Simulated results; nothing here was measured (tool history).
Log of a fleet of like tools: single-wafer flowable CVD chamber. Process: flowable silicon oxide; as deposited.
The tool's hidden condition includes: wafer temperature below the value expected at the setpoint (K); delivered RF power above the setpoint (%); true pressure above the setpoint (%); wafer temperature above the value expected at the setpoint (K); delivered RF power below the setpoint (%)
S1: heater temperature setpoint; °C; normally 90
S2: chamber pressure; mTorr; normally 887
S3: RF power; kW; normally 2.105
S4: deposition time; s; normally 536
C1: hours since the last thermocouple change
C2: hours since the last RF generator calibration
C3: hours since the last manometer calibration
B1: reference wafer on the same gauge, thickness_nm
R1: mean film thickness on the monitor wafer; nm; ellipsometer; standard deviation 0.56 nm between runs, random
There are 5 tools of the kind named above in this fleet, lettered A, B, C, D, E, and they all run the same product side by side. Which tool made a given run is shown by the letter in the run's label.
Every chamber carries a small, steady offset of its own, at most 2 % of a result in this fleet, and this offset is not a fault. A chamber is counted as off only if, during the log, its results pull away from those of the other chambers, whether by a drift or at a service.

At hour 2.6: chamber A: RF generator calibrated.
Run 1E, hour 6.0: usual settings; C1 155.8; C2 724.4; C3 594.6; B1 601.90. Result: R1 525.02 nm.
Run 2A, hour 12.5: usual settings; C1 1282.5; C2 10.0; C3 430.1; B1 601.94. Result: R1 528.00 nm.
Run 3D, hour 18.7: usual settings; C1 737.4; C2 1957.3; C3 1741.4; B1 601.87. Result: R1 525.22 nm.
Run 4B, hour 25.1: usual settings; C1 1977.8; C2 1183.2; C3 1207.2; B1 601.58. Result: R1 520.72 nm.
Run 5C, hour 31.2: usual settings; C1 862.5; C2 415.3; C3 911.1; B1 601.62. Result: R1 534.35 nm.
Run 6D, hour 37.3: usual settings but S3 1.770 kW; C1 756.0; C2 1975.9; C3 1760.0; B1 601.58. Result: R1 505.42 nm.
Run 7B, hour 45.6: usual settings but S3 1.770 kW; C1 1998.3; C2 1203.7; C3 1227.7; B1 601.35. Result: R1 500.09 nm.
Run 8E, hour 52.5: usual settings but S3 1.770 kW; C1 202.3; C2 770.9; C3 641.1; B1 601.30. Result: R1 506.46 nm.
Run 9A, hour 58.2: usual settings but S3 1.770 kW; C1 1328.2; C2 55.7; C3 475.8; B1 601.23. Result: R1 508.44 nm.
Run 10C, hour 63.9: usual settings but S3 1.770 kW; C1 895.2; C2 448.0; C3 943.8; B1 601.32. Result: R1 512.42 nm.
Run 11E, hour 72.6: usual settings but S1 85 °C; C1 222.4; C2 791.0; C3 661.2; B1 601.36. Result: R1 608.12 nm.
Run 12C, hour 77.4: usual settings but S1 85 °C; C1 908.7; C2 461.5; C3 957.3; B1 601.04. Result: R1 615.85 nm.
Run 13B, hour 82.2: usual settings but S1 85 °C; C1 2034.9; C2 1240.3; C3 1264.3; B1 600.86. Result: R1 603.34 nm.
Run 14A, hour 89.8: usual settings but S1 85 °C; C1 1359.8; C2 87.3; C3 507.4; B1 600.94. Result: R1 610.37 nm.
Run 15D, hour 96.6: usual settings but S1 85 °C; C1 815.3; C2 2035.2; C3 1819.3; B1 600.88. Result: R1 608.30 nm.
Run 16A, hour 102.5: usual settings; C1 1372.5; C2 100.0; C3 520.1; B1 600.79. Result: R1 526.74 nm.
Run 17E, hour 109.3: usual settings; C1 259.1; C2 827.7; C3 697.9; B1 600.57. Result: R1 525.00 nm.
Run 18B, hour 114.4: usual settings; C1 2067.1; C2 1272.5; C3 1296.5; B1 600.66. Result: R1 520.27 nm.
Run 19C, hour 121.1: usual settings; C1 952.4; C2 505.2; C3 1001.0; B1 600.64. Result: R1 532.01 nm.
Run 20D, hour 125.9: usual settings but S1 102 °C, S3 1.695 kW; C1 844.6; C2 2064.5; C3 1848.6; B1 600.45. Result: R1 333.21 nm.
Run 21B, hour 134.5: usual settings but S1 102 °C, S3 1.695 kW; C1 2087.2; C2 1292.6; C3 1316.6; B1 600.26. Result: R1 332.53 nm.
Run 22C, hour 140.6: usual settings but S1 102 °C, S3 1.695 kW; C1 971.9; C2 524.7; C3 1020.5; B1 600.31. Result: R1 341.04 nm.
Run 23A, hour 148.8: usual settings but S1 102 °C, S3 1.695 kW; C1 1418.8; C2 146.3; C3 566.4; B1 600.42. Result: R1 336.85 nm.
Run 24E, hour 155.3: usual settings but S1 102 °C, S3 1.695 kW; C1 305.1; C2 873.7; C3 743.9; B1 600.18. Result: R1 336.08 nm.
At hour 156.0: chamber A: thermocouple changed; heater temperature recalibrated.
Run 25D, hour 163.3: usual settings; C1 882.0; C2 2101.9; C3 1886.0; B1 599.91. Result: R1 523.47 nm.
At hour 169.6: chamber B: capacitance manometer re-zeroed and calibrated.
Run 26D, hour 170.8: usual settings; C1 889.5; C2 2109.4; C3 1893.5; B1 599.85. Result: R1 523.18 nm.
Run 27C, hour 177.3: usual settings; C1 1008.6; C2 561.4; C3 1057.2; B1 599.86. Result: R1 533.05 nm.
Run 28B, hour 186.7: usual settings; C1 2139.4; C2 1344.8; C3 17.1; B1 599.73. Result: R1 518.70 nm.
Run 29E, hour 194.5: usual settings; C1 344.3; C2 912.9; C3 783.1; B1 599.63. Result: R1 523.50 nm.
Run 30A, hour 199.5: usual settings; C1 43.6; C2 197.0; C3 617.1; B1 599.55. Result: R1 525.54 nm.
Run 31C, hour 208.6: usual settings; C1 1039.9; C2 592.7; C3 1088.5; B1 599.34. Result: R1 531.09 nm.
Run 32A, hour 215.3: usual settings; C1 59.4; C2 212.8; C3 632.9; B1 599.35. Result: R1 525.63 nm.

Next, every chamber runs the same settings. What will each give?
Run 33A, hour 222.3: usual settings but S3 1.975 kW. Result: R1 ?.
Run 33B, hour 222.3: usual settings but S3 1.975 kW. Result: R1 ?.
Run 33C, hour 222.3: usual settings but S3 1.975 kW. Result: R1 ?.
Run 33D, hour 222.3: usual settings but S3 1.975 kW. Result: R1 ?.
Run 33E, hour 222.3: usual settings but S3 1.975 kW. Result: R1 ?.

run      R1
33A  518.86
33B  513.03
33C  524.21
33D  516.07
33E  517.19
